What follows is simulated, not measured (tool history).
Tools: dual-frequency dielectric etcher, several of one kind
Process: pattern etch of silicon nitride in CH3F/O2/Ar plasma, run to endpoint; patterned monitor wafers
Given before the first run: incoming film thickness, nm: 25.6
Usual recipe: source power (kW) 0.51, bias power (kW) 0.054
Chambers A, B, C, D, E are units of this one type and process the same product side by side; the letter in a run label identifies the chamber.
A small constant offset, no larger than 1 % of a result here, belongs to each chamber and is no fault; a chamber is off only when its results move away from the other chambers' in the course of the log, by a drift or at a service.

| run | hour | source power (kW) | bias power (kW) | hours since the last wet clean | hours since the last source power generator calibration | hours since the last bias power generator calibration | endpoint time (s) |
|---|---|---|---|---|---|---|---|
| 1C | 10.4 | 0.51 | 0.054 | 54 | 1555.1 | 1771.1 | 37.138 |
| 2B | 20.9 | 0.51 | 0.054 | 376.3 | 328.5 | 2539.7 | 37.163 |
| 3E | 28.7 | 0.51 | 0.054 | 187.2 | 2902.7 | 1686.4 | 37.527 |
| 4A | 38.1 | 0.51 | 0.054 | 341 | 2908.9 | 718.5 | 36.808 |
| 5D | 49.2 | 0.51 | 0.054 | 188.7 | 1957.2 | 164.6 | 37.056 |
| 6E | 60.9 | 0.51 | 0.054 | 219.4 | 2934.9 | 1718.6 | 37.353 |
|  | 67.1 | chamber B: wet clean of the chamber |
| 7C | 67.8 | 0.51 | 0.054 | 111.4 | 1612.5 | 1828.5 | 36.855 |
| 8A | 79 | 0.51 | 0.054 | 381.9 | 2949.8 | 759.4 | 36.945 |
| 9B | 90.2 | 0.51 | 0.065 | 23.1 | 397.8 | 2609 | 34.604 |
| 10D | 102.4 | 0.51 | 0.065 | 241.9 | 2010.4 | 217.8 | 35.053 |
| 11D | 109 | 0.51 | 0.065 | 248.5 | 2017 | 224.4 | 35.345 |
| 12C | 120 | 0.51 | 0.065 | 163.6 | 1664.7 | 1880.7 | 34.62 |
| 13B | 128 | 0.51 | 0.065 | 60.9 | 435.6 | 2646.8 | 34.71 |
| 14A | 137.7 | 0.51 | 0.054 | 440.6 | 3008.5 | 818.1 | 37.138 |
| 15E | 144.5 | 0.51 | 0.054 | 303 | 3018.5 | 1802.2 | 37.748 |
| 16E | 152.2 | 0.51 | 0.054 | 310.7 | 3026.2 | 1809.9 | 37.629 |
| 17C | 162.9 | 0.51 | 0.054 | 206.5 | 1707.6 | 1923.6 | 36.863 |
| 18A | 173.1 | 0.56 | 0.046 | 476 | 3043.9 | 853.5 | 37.396 |
| 19D | 182 | 0.56 | 0.046 | 321.5 | 2090 | 297.4 | 37.528 |
| 20B | 192.7 | 0.56 | 0.046 | 125.6 | 500.3 | 2711.5 | 37.224 |
| 21D | 199.8 | 0.56 | 0.046 | 339.3 | 2107.8 | 315.2 | 37.647 |
| 22C | 208.7 | 0.56 | 0.046 | 252.3 | 1753.4 | 1969.4 | 37.252 |
| 23A | 218.5 | 0.51 | 0.054 | 521.4 | 3089.3 | 898.9 | 37.06 |
| 24E | 230.9 | 0.51 | 0.054 | 389.4 | 3104.9 | 1888.6 | 37.424 |
|  | 234.4 | chamber A: wet clean of the chamber |
| 25B | 241.2 | 0.51 | 0.054 | 174.1 | 548.8 | 2760 | 36.754 |
| 26D | 250.6 | 0.51 | 0.054 | 390.1 | 2158.6 | 366 | 37.06 |
| 27A | 260.9 | 0.51 | 0.054 | 26.5 | 3131.7 | 941.3 | 35.372 |
| 28B | 271.3 | 0.51 | 0.054 | 204.2 | 578.9 | 2790.1 | 36.836 |
| 29C | 282.7 | 0.51 | 0.054 | 326.3 | 1827.4 | 2043.4 | 36.854 |
|  | 290.4 | chamber C: wet clean of the chamber |
| 30E | 292.7 | 0.51 | 0.054 | 451.2 | 3166.7 | 1950.4 | 37.539 |
| 31D | 301.1 | 0.51 | 0.054 | 440.6 | 2209.1 | 416.5 | 37.241 |
| 32E | 311.4 | 0.51 | 0.054 | 469.9 | 3185.4 | 1969.1 | 37.671 |
| 33B | 321.5 | 0.51 | 0.054 | 254.4 | 629.1 | 2840.3 | 37.081 |
| 34A | 328 | 0.51 | 0.054 | 93.6 | 3198.8 | 1008.4 | 35.191 |
| 35C | 339.7 | 0.51 | 0.054 | 49.4 | 1884.4 | 2100.4 | 36.902 |
| 36B | 350.6 | 0.51 | 0.054 | 283.5 | 658.2 | 2869.4 | 36.997 |
| 37A | 356.2 | 0.51 | 0.054 | 121.8 | 3227 | 1036.6 | 35.429 |
| 38E | 363.6 | 0.51 | 0.054 | 522.1 | 3237.6 | 2021.3 | 37.615 |
|  | 364.5 | chamber D: wet clean of the chamber |
| 39D | 375.2 | 0.51 | 0.054 | 10.8 | 2283.2 | 490.6 | 37.402 |
| 40C | 382.3 | 0.51 | 0.054 | 92 | 1927 | 2143 | 36.953 |
| 41A | 388.5 | 0.51 | 0.054 | 154.1 | 3259.3 | 1068.9 | 35.486 |
| 42C | 398.1 | 0.51 | 0.054 | 107.8 | 1942.8 | 2158.8 | 37.115 |

The same settings go to every chamber for the next run, one line per chamber below. Forecast the results for each:
| 43A | 407.1 | 0.51 | 0.044 |  |  |  | ? |
| 43B | 407.1 | 0.51 | 0.044 |  |  |  | ? |
| 43C | 407.1 | 0.51 | 0.044 |  |  |  | ? |
| 43D | 407.1 | 0.51 | 0.044 |  |  |  | ? |
| 43E | 407.1 | 0.51 | 0.044 |  |  |  | ? |

| run | endpoint time (s) |
|---|---|
| 43A | 37.494 |
| 43B | 39.092 |
| 43C | 39.371 |
| 43D | 39.499 |
| 43E | 39.894 |

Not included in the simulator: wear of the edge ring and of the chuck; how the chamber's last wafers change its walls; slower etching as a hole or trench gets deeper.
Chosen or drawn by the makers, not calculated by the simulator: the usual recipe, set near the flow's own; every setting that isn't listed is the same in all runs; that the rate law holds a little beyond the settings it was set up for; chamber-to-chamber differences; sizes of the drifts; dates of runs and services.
